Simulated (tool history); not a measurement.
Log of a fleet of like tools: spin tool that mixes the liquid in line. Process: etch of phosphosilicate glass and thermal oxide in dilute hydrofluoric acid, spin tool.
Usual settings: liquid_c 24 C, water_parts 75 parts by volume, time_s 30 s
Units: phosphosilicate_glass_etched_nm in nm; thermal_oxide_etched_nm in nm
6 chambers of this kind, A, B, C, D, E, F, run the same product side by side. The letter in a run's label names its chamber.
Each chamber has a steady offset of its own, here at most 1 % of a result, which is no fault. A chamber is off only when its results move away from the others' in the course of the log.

run   hour  liquid_c  water_parts  time_s  read-back film thickness of the phosphosilicate glass reference wafer, read on the same gauge (nm)  read-back film thickness of the thermal oxide reference wafer, read on the same gauge (nm)  phosphosilicate_glass_etched_nm  thermal_oxide_etched_nm
 1B   11.7        24           75      30                                                                                              39.971                                                                                      40.009                           58.496                   1.9455
      18.9  -- chamber B: thermometer replaced
 2A   21.7        24           75      30                                                                                              39.968                                                                                      39.992                           58.193                   1.9705
 3E   35.3        24           75      30                                                                                              39.994                                                                                      40.002                           58.542                   1.9619
 4D     50        24           75      30                                                                                              39.971                                                                                      40.001                           58.545                    1.931
 5F   63.4        24           75      30                                                                                                  40                                                                                      40.002                           58.956                   1.9722
 6C   75.9        24           75      30                                                                                                  40                                                                                      39.993                           58.047                   1.9957
 7A   85.1        24           55      30                                                                                              40.007                                                                                      39.981                             82.5                   2.7097
      95.2  -- chamber A: thermometer replaced
 8D   98.5        24           55      30                                                                                              40.006                                                                                      39.988                           81.126                   2.6457
 9E  112.6        24           55      30                                                                                              40.017                                                                                       40.01                            81.92                   2.7777
10C  126.3        24           55      30                                                                                              39.988                                                                                      40.002                           81.454                   2.7332
11F  134.5        24           55      30                                                                                              40.019                                                                                      40.001                           81.992                   2.7023
12B  149.1        24           55      30                                                                                              39.984                                                                                      40.008                           82.203                   2.6816
     151.5  -- chamber E: thermometer replaced
13B  160.3        24           75      30                                                                                              40.008                                                                                      39.995                           58.857                    1.978
14F  169.1        24           35      30                                                                                              39.996                                                                                       40.01                           133.86                   4.4519
     173.3  -- chamber D: thermometer replaced
15C  179.4        24           35      30                                                                                              40.019                                                                                      40.016                           129.63                   4.3276
     186.8  -- chamber E: hydrofluoric acid flow meter replaced
16D  191.2        24           35      30                                                                                              40.007                                                                                      39.992                           129.24                   4.3503
17A  205.1        24           35      30                                                                                               39.98                                                                                       40.01                           133.62                   4.5177
18E  219.8        24           35      30                                                                                              39.997                                                                                      40.019                           131.19                   4.3468
19A  227.1        24           35      30                                                                                              39.994                                                                                      39.986                           134.32                   4.5278
20C  241.7        24           75      30                                                                                              40.002                                                                                      39.987                           58.038                   1.9731
21D  252.1        24           75      30                                                                                              39.996                                                                                      39.999                           58.158                   1.9138
22E  267.8        24           75      30                                                                                              39.986                                                                                      40.005                           58.674                   1.9565
23F  283.5        24           75      30                                                                                              40.006                                                                                      40.019                           58.371                   1.9393
24B  299.2        24           75      30                                                                                              39.994                                                                                      39.983                           58.632                   1.9103
     301.3  -- chamber C: hydrofluoric acid flow meter replaced
25E  312.1        24           75      30                                                                                              40.022                                                                                      40.004                           58.586                   1.9655
26A  321.9        24           75      30                                                                                              40.004                                                                                      40.008                           58.552                   1.9484
27C  336.9        27           75      20                                                                                              39.982                                                                                      39.987                           43.386                   1.4287
28D    352        27           75      20                                                                                              39.965                                                                                      40.016                           43.831                   1.4486
29F  359.4        27           75      20                                                                                              40.018                                                                                      40.009                           43.854                   1.4468
30B  367.1        27           75      20                                                                                              40.003                                                                                      40.033                           43.549                   1.4478
31A  376.5        27           75      20                                                                                              40.008                                                                                      40.007                           44.029                   1.5002
32F  384.9        27           75      20                                                                                              39.997                                                                                       39.99                           43.892                     1.49
33D  392.1        24           75      30                                                                                              39.988                                                                                      39.984                           58.448                   1.9517
34B  407.4        24           75      30                                                                                              40.006                                                                                      40.006                           58.625                   1.9408
35C  421.4        24           60      30                                                                                              40.013                                                                                      40.002                           73.917                   2.5747
36E    435        24           60      30                                                                                              39.992                                                                                      39.994                           74.938                    2.541
37F  449.8        24           60      30                                                                                              39.998                                                                                      39.991                           74.317                   2.4595
38C  459.5        24           60      30                                                                                              39.997                                                                                      39.985                           73.986                   2.5164
39A  475.6        24           60      30                                                                                              39.999                                                                                      40.007                            74.81                   2.4473
40D    490        24           60      30                                                                                              40.027                                                                                      39.995                            73.65                   2.4172
41E  503.9        24           45      45                                                                                              39.968                                                                                       40.01                           151.82                   4.8824
42B  516.9        24           45      45                                                                                              40.007                                                                                          40                           151.67                   5.0584
43D  528.5        24           45      45                                                                                              39.984                                                                                      40.009                           151.27                    5.001

Next, every chamber runs the same settings. What will each give?
44A  540.1        24           75      30                                                                                                                                                                                                                                ?                        ?
44B  540.1        24           75      30                                                                                                                                                                                                                                ?                        ?
44C  540.1        24           75      30                                                                                                                                                                                                                                ?                        ?
44D  540.1        24           75      30                                                                                                                                                                                                                                ?                        ?
44E  540.1        24           75      30                                                                                                                                                                                                                                ?                        ?
44F  540.1        24           75      30                                                                                                                                                                                                                                ?                        ?

run  phosphosilicate_glass_etched_nm  thermal_oxide_etched_nm
44A                           58.319                   1.9553
44B                            58.79                   1.8971
44C                           58.274                   1.9549
44D                           58.577                   1.9208
44E                           58.155                    1.952
44F                           58.237                   1.9032

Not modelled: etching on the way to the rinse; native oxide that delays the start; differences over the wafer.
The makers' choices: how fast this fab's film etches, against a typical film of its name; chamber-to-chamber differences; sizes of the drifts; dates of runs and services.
